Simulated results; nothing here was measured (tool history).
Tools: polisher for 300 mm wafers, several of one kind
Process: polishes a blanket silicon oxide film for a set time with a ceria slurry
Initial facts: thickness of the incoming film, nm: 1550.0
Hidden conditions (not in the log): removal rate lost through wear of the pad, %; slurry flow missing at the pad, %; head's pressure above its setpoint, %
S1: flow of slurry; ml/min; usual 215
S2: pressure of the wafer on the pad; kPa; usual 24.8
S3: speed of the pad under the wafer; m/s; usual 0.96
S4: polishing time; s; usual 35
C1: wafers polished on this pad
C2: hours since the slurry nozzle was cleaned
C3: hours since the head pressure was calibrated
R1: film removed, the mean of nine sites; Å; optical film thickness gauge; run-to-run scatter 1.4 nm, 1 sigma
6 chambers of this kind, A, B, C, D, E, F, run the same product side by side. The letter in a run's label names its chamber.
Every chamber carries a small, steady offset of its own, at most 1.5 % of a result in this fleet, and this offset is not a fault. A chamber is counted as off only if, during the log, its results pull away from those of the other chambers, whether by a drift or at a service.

At hour 7.7: chamber D: worn pad replaced by a new one.
Run 1C, hour 8.6: usual settings; C1 587; C2 766.4; C3 72.4. Result: R1 1640.4 Å.
At hour 14.2: chamber F: worn pad replaced by a new one.
Run 2B, hour 20.2: usual settings; C1 618; C2 111.4; C3 711.0. Result: R1 1616.1 Å.
Run 3A, hour 32.2: usual settings; C1 738; C2 278.9; C3 275.8. Result: R1 1630.9 Å.
Run 4E, hour 39.6: usual settings; C1 1051; C2 480.4; C3 66.4. Result: R1 1649.2 Å.
Run 5F, hour 46.9: usual settings; C1 516; C2 320.7; C3 376.5. Result: R1 1618.8 Å.
At hour 52.5: chamber E: worn pad replaced by a new one.
At hour 53.7: chamber B: worn pad replaced by a new one.
At hour 55.6: chamber C: worn pad replaced by a new one.
Run 6D, hour 56.2: usual settings; C1 765; C2 472.9; C3 260.5. Result: R1 1582.2 Å.
Run 7B, hour 66.3: usual settings but S2 27.6 kPa, S4 42 s; C1 199; C2 157.5; C3 757.1. Result: R1 2176.4 Å.
At hour 69.9: chamber A: worn pad replaced by a new one.
Run 8A, hour 77.2: usual settings but S2 27.6 kPa, S4 42 s; C1 116; C2 323.9; C3 320.8. Result: R1 2169.5 Å.
At hour 82.3: chamber D: worn pad replaced by a new one.
Run 9D, hour 84.3: usual settings but S2 27.6 kPa, S4 42 s; C1 32; C2 501.0; C3 288.6. Result: R1 2166.3 Å.
Run 10E, hour 91.5: usual settings but S2 27.6 kPa, S4 42 s; C1 616; C2 532.3; C3 118.3. Result: R1 2161.1 Å.
Run 11C, hour 99.1: usual settings but S2 27.6 kPa, S4 42 s; C1 686; C2 856.9; C3 162.9. Result: R1 2158.7 Å.
At hour 99.2: chamber A: head pressure recalibrated.
At hour 108.3: chamber F: worn pad replaced by a new one.
Run 12F, hour 111.4: usual settings but S2 27.6 kPa, S4 42 s; C1 48; C2 385.2; C3 441.0. Result: R1 2162.5 Å.
Run 13B, hour 121.0: usual settings; C1 1061; C2 212.2; C3 811.8. Result: R1 1619.3 Å.
At hour 125.9: chamber E: worn pad replaced by a new one.
At hour 133.5: chamber B: worn pad replaced by a new one.
At hour 134.4: chamber E: slurry nozzle cleaned.
Run 14F, hour 134.6: usual settings but S1 260 ml/min, S3 0.82 m/s; C1 414; C2 408.4; C3 464.2. Result: R1 1403.2 Å.
At hour 143.0: chamber C: worn pad replaced by a new one.
At hour 148.0: chamber A: worn pad replaced by a new one.
At hour 148.4: chamber A: slurry nozzle cleaned.
Run 15E, hour 148.5: usual settings but S1 260 ml/min, S3 0.82 m/s; C1 356; C2 14.1; C3 175.3. Result: R1 1420.6 Å.
Run 16D, hour 162.0: usual settings but S1 260 ml/min, S3 0.82 m/s; C1 1257; C2 578.7; C3 366.3. Result: R1 1375.0 Å.
At hour 165.8: chamber B: head pressure recalibrated.
At hour 169.5: chamber D: worn pad replaced by a new one.
Run 17C, hour 174.6: usual settings but S1 260 ml/min, S3 0.82 m/s; C1 499; C2 932.4; C3 238.4. Result: R1 1425.0 Å.
Run 18A, hour 181.3: usual settings but S1 260 ml/min, S3 0.82 m/s; C1 525; C2 32.9; C3 82.2. Result: R1 1436.2 Å.
At hour 186.5: chamber F: worn pad replaced by a new one.
Run 19A, hour 189.2: usual settings but S1 260 ml/min, S3 0.82 m/s; C1 650; C2 40.8; C3 90.1. Result: R1 1392.4 Å.
Run 20B, hour 198.9: usual settings; C1 1031; C2 290.1; C3 33.2. Result: R1 1798.6 Å.
At hour 204.3: chamber C: slurry nozzle cleaned.
At hour 205.0: chamber B: worn pad replaced by a new one.
At hour 206.5: chamber E: worn pad replaced by a new one.
Run 21D, hour 211.9: usual settings; C1 668; C2 628.6; C3 416.2. Result: R1 1599.8 Å.
Run 22F, hour 221.1: usual settings; C1 546; C2 494.9; C3 550.7. Result: R1 1628.9 Å.
At hour 221.5: chamber C: worn pad replaced by a new one.
Run 23C, hour 230.1: usual settings; C1 135; C2 25.8; C3 293.9. Result: R1 1606.2 Å.
Run 24E, hour 237.4: usual settings; C1 488; C2 103.0; C3 264.2. Result: R1 1636.4 Å.
At hour 239.1: chamber A: worn pad replaced by a new one.
Run 25F, hour 251.3: usual settings; C1 1022; C2 525.1; C3 580.9. Result: R1 1632.3 Å.
At hour 253.8: chamber D: worn pad replaced by a new one.
Run 26C, hour 262.8: usual settings; C1 651; C2 58.5; C3 326.6. Result: R1 1611.2 Å.
Run 27E, hour 270.8: usual settings; C1 1015; C2 136.4; C3 297.6. Result: R1 1636.3 Å.
Run 28A, hour 277.3: usual settings but S3 1.18 m/s; C1 603; C2 128.9; C3 178.2. Result: R1 1999.7 Å.
At hour 279.5: chamber F: worn pad replaced by a new one.
At hour 280.0: chamber B: worn pad replaced by a new one.
At hour 280.8: chamber F: slurry nozzle cleaned.
Run 29B, hour 286.1: usual settings but S3 1.18 m/s; C1 96; C2 377.3; C3 120.4. Result: R1 2199.2 Å.
At hour 287.0: chamber E: worn pad replaced by a new one.
At hour 297.2: chamber C: worn pad replaced by a new one.
Run 30D, hour 300.0: usual settings but S3 1.18 m/s; C1 729; C2 716.7; C3 504.3. Result: R1 1954.1 Å.
Run 31D, hour 306.4: usual settings but S3 1.18 m/s; C1 830; C2 723.1; C3 510.7. Result: R1 1969.9 Å.
Run 32B, hour 317.6: usual settings but S3 1.18 m/s; C1 593; C2 408.8; C3 151.9. Result: R1 2193.9 Å.
Run 33F, hour 327.8: usual settings but S3 1.18 m/s; C1 761; C2 47.1; C3 657.4. Result: R1 1981.9 Å.
At hour 336.3: chamber A: worn pad replaced by a new one.
Run 34A, hour 336.4: usual settings; C1 2; C2 188.0; C3 237.3. Result: R1 1645.6 Å.
Run 35C, hour 347.1: usual settings; C1 787; C2 142.8; C3 410.9. Result: R1 1645.6 Å.
At hour 356.3: chamber E: worn pad replaced by a new one.
Run 36E, hour 360.5: usual settings; C1 66; C2 226.1; C3 387.3. Result: R1 1621.8 Å.
Run 37C, hour 370.8: usual settings but S3 0.76 m/s; C1 1161; C2 166.5; C3 434.6. Result: R1 1291.7 Å.
Run 38E, hour 377.4: usual settings but S3 0.76 m/s; C1 333; C2 243.0; C3 404.2. Result: R1 1299.5 Å.
Run 39A, hour 383.8: usual settings but S3 0.76 m/s; C1 750; C2 235.4; C3 284.7. Result: R1 1279.9 Å.

Which is it: a chamber that has drifted or been left off by a service, a gauge drift common to all chambers, or only each chamber's usual small offset? If a chamber is off, name it and its likeliest cause.

Chamber B has stood off from the others ever since a service on it.
What lies behind it: head's pressure above its setpoint, % = 9.66.

Here are 4 candidates for chamber B's next run, each the usual settings with a change, their results left as question marks. Which one brings its results back in line with what the others give on the usual settings?
Maximum distance from the other chambers' mean on the usual settings for a result to count as in line: R1 50.0 Å
Run 40B-1, hour 394.0: usual settings but S2 26.2 kPa, S4 36 s. Result: R1 ?.
Run 40B-2, hour 394.0: usual settings but S3 1.00 m/s. Result: R1 ?.
Run 40B-3, hour 394.0: usual settings but S4 34 s. Result: R1 ?.
Run 40B-4, hour 394.0: usual settings but S3 0.88 m/s. Result: R1 ?.

Other chambers, usual settings, mean: R1 1616.9 Å
  run      R1
40B-1  1918.5
40B-2  1841.8
40B-3  1716.7
40B-4  1618.1
40B-4 is the one that brings the chamber's results back in line with the other chambers.
